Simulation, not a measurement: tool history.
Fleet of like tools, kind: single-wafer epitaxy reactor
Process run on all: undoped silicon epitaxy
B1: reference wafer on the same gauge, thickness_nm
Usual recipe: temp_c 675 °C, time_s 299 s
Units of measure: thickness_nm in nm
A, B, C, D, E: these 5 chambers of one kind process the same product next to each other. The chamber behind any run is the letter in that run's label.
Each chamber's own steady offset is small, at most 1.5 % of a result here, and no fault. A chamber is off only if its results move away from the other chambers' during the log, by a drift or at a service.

run 1D hour=11.9 | temp_c=675 time_s=299 | B1=95.751 | thickness_nm=86.22
run 2E hour=18 | temp_c=675 time_s=299 | B1=95.767 | thickness_nm=87.154
run 3C hour=25.4 | temp_c=675 time_s=299 | B1=95.649 | thickness_nm=86.037
run 4B hour=34.7 | temp_c=675 time_s=299 | B1=95.707 | thickness_nm=86.378
run 5A hour=40.9 | temp_c=675 time_s=325 | B1=95.586 | thickness_nm=93.417
run 6B hour=47 | temp_c=675 time_s=325 | B1=95.588 | thickness_nm=93.065
run 7D hour=60.1 | temp_c=675 time_s=325 | B1=95.746 | thickness_nm=93.228
run 8A hour=66.1 | temp_c=675 time_s=325 | B1=95.734 | thickness_nm=94.32
run 9E hour=77.1 | temp_c=675 time_s=325 | B1=95.653 | thickness_nm=94.568
run 10C hour=86.6 | temp_c=675 time_s=299 | B1=95.691 | thickness_nm=85.734
run 11A hour=100.2 | temp_c=675 time_s=299 | B1=95.683 | thickness_nm=86.413
run 12B hour=111 | temp_c=670 time_s=260 | B1=95.795 | thickness_nm=67.177
run 13D hour=119.4 | temp_c=670 time_s=260 | B1=95.587 | thickness_nm=66.94
run 14C hour=127 | temp_c=670 time_s=260 | B1=95.756 | thickness_nm=66.83
run 15E hour=133.2 | temp_c=670 time_s=260 | B1=95.622 | thickness_nm=68.254
run 16B hour=145.3 | temp_c=670 time_s=260 | B1=95.558 | thickness_nm=67.092
run 17D hour=153.6 | temp_c=675 time_s=299 | B1=95.686 | thickness_nm=84.932
run 18E hour=159.9 | temp_c=675 time_s=299 | B1=95.721 | thickness_nm=87.722
run 19A hour=171.6 | temp_c=675 time_s=299 | B1=95.754 | thickness_nm=86.145
run 20C hour=179.8 | temp_c=675 time_s=299 | B1=95.714 | thickness_nm=86.032
run 21D hour=186.5 | temp_c=675 time_s=299 | B1=95.744 | thickness_nm=85.572
run 22E hour=197 | temp_c=675 time_s=299 | B1=95.699 | thickness_nm=85.947
run 23A hour=203.3 | temp_c=675 time_s=299 | B1=95.57 | thickness_nm=86.788
run 24C hour=210.4 | temp_c=660 time_s=259 | B1=95.598 | thickness_nm=54.073
run 25B hour=223.2 | temp_c=660 time_s=259 | B1=95.542 | thickness_nm=53.732
run 26B hour=235.2 | temp_c=660 time_s=259 | B1=95.517 | thickness_nm=52.753
run 27A hour=243.5 | temp_c=660 time_s=259 | B1=95.705 | thickness_nm=54.73
run 28D hour=256.4 | temp_c=660 time_s=259 | B1=95.733 | thickness_nm=54.201
run 29C hour=267.2 | temp_c=686 time_s=263 | B1=95.767 | thickness_nm=94.416
run 30E hour=278.6 | temp_c=686 time_s=263 | B1=95.699 | thickness_nm=96.903
-- hour=281.9 chamber E: pyrometer calibrated
run 31C hour=290.5 | temp_c=686 time_s=263 | B1=95.65 | thickness_nm=94.285
run 32E hour=300.2 | temp_c=686 time_s=263 | B1=95.642 | thickness_nm=95.773
run 33A hour=310.4 | temp_c=686 time_s=263 | B1=95.668 | thickness_nm=94.592
run 34D hour=319.2 | temp_c=675 time_s=299 | B1=95.793 | thickness_nm=86.952
run 35B hour=329.3 | temp_c=675 time_s=354 | B1=95.594 | thickness_nm=97.952
run 36D hour=338.7 | temp_c=675 time_s=354 | B1=95.72 | thickness_nm=101.84
run 37B hour=347.8 | temp_c=675 time_s=354 | B1=95.697 | thickness_nm=98.303
run 38E hour=356.8 | temp_c=675 time_s=354 | B1=95.695 | thickness_nm=103.3
run 39A hour=365.8 | temp_c=675 time_s=354 | B1=95.842 | thickness_nm=102.15
run 40C hour=378.1 | temp_c=675 time_s=299 | B1=95.648 | thickness_nm=85.899
run 41C hour=386.4 | temp_c=680 time_s=340 | B1=95.715 | thickness_nm=107.94
run 42B hour=398.8 | temp_c=680 time_s=340 | B1=95.668 | thickness_nm=103.16

For the next run the whole fleet of 5 chambers uses the same settings. Give each chamber's results:
run 43A hour=408.5 | temp_c=675 time_s=340 | thickness_nm=?
run 43B hour=408.5 | temp_c=675 time_s=340 | thickness_nm=?
run 43C hour=408.5 | temp_c=675 time_s=340 | thickness_nm=?
run 43D hour=408.5 | temp_c=675 time_s=340 | thickness_nm=?
run 43E hour=408.5 | temp_c=675 time_s=340 | thickness_nm=?

run=43A thickness_nm=97.185
run=43B thickness_nm=93.201
run=43C thickness_nm=97.479
run=43D thickness_nm=97.675
run=43E thickness_nm=98.731
